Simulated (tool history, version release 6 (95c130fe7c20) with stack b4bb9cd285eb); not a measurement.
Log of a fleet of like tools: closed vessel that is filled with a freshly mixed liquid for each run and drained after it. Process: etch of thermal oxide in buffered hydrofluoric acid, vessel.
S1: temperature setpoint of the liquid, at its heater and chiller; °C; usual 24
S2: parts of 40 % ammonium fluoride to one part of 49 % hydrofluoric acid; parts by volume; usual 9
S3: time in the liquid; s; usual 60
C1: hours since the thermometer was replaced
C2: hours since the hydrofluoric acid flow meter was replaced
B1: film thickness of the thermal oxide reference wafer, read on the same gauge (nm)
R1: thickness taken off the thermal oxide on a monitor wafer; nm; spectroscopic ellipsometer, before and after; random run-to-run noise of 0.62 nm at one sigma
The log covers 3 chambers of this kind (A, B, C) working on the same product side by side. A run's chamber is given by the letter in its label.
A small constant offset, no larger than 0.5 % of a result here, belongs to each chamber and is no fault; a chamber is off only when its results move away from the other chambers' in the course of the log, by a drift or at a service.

run	day	S1	S2	S3	C1	C2	B1	R1
1B	0.171	24	9	60	389.8	452.3	30.011	77.772
2A	0.308	24	9	60	2095.4	321.6	29.963	79.289
3C	0.433	24	9	60	792	930.6	30.009	77.594
4A	0.617	24	9	60	2102.8	329	30.038	78.415
5C	0.808	24	9	60	801	939.6	30.073	77.975
6B	0.917	24	9	60	407.7	470.2	30.028	78.585
7A	1.058	24	9	60	2113.4	339.6	29.989	77.819
8C	1.179	26.5	9	30	809.9	948.5	30.002	45.38
9B	1.338	26.5	9	30	417.8	480.3	30.038	44.738
10A	1.475	26.5	9	30	2123.4	349.6	30.032	45.334
11B	1.65	24	9	60	425.3	487.8	29.981	77.757
12C	1.796	24	9	60	824.7	963.3	30.057	78.938
13C	1.917	24	9	60	827.6	966.2	29.998	77.446
14B	2.075	24	9	60	435.5	498	29.963	78.822
15A	2.275	24	9	60	2142.6	368.8	30.002	79.163
16B	2.412	24	9	60	443.6	506.1	29.966	76.409
17C	2.638	24	9	60	844.9	983.5	29.993	79.601
18A	2.796	24	9	40	2155.1	381.3	30.035	52.715
19B	2.938	24	9	40	456.2	518.7	29.962	51.348
20C	3.146	24	9	40	857.1	995.7	29.988	52.742
21A	3.35	24	9	60	2168.4	394.6	30.032	79.828
22A	3.562	24	9	60	2173.5	399.7	30.016	79.867
23C	3.675	24	9	60	869.8	1008.4	29.951	78.572
24B	3.804	24	9	60	477	539.5	30.026	75.51
25B	4.033	24	9	60	482.5	545	30.044	75.591
26A	4.212	24	9	60	2189.1	415.3	30.041	79.345
27C	4.35	24	9	60	886	1024.6	29.987	78.847
28A	4.525	24	9	60	2196.6	422.8	29.994	78.35
29B	4.662	24	9	60	497.6	560.1	30.001	76.235
30C	4.796	24	9	60	896.7	1035.3	30.021	78.194
31C	4.983	24	9	60	901.2	1039.8	29.954	79.089
32A	5.108	24	9	60	2210.6	436.8	29.984	79.407
33B	5.275	24	9	60	512.3	574.8	30.022	73.642
34A	5.504	27	11	60	2220.1	446.3	30.01	79.553
35B	5.696	27	11	60	522.4	584.9	29.994	71.507
36C	5.858	27	11	60	922.2	1060.8	29.98	79.974
37B	6.029	24	9	60	530.4	592.9	29.98	73.219

The same settings go to every chamber for the next run, one line per chamber below. Forecast the results for each:
38A	6.204	24	9	60				?
38B	6.204	24	9	60				?
38C	6.204	24	9	60				?

run	R1
38A	79.211
38B	73.022
38C	78.674
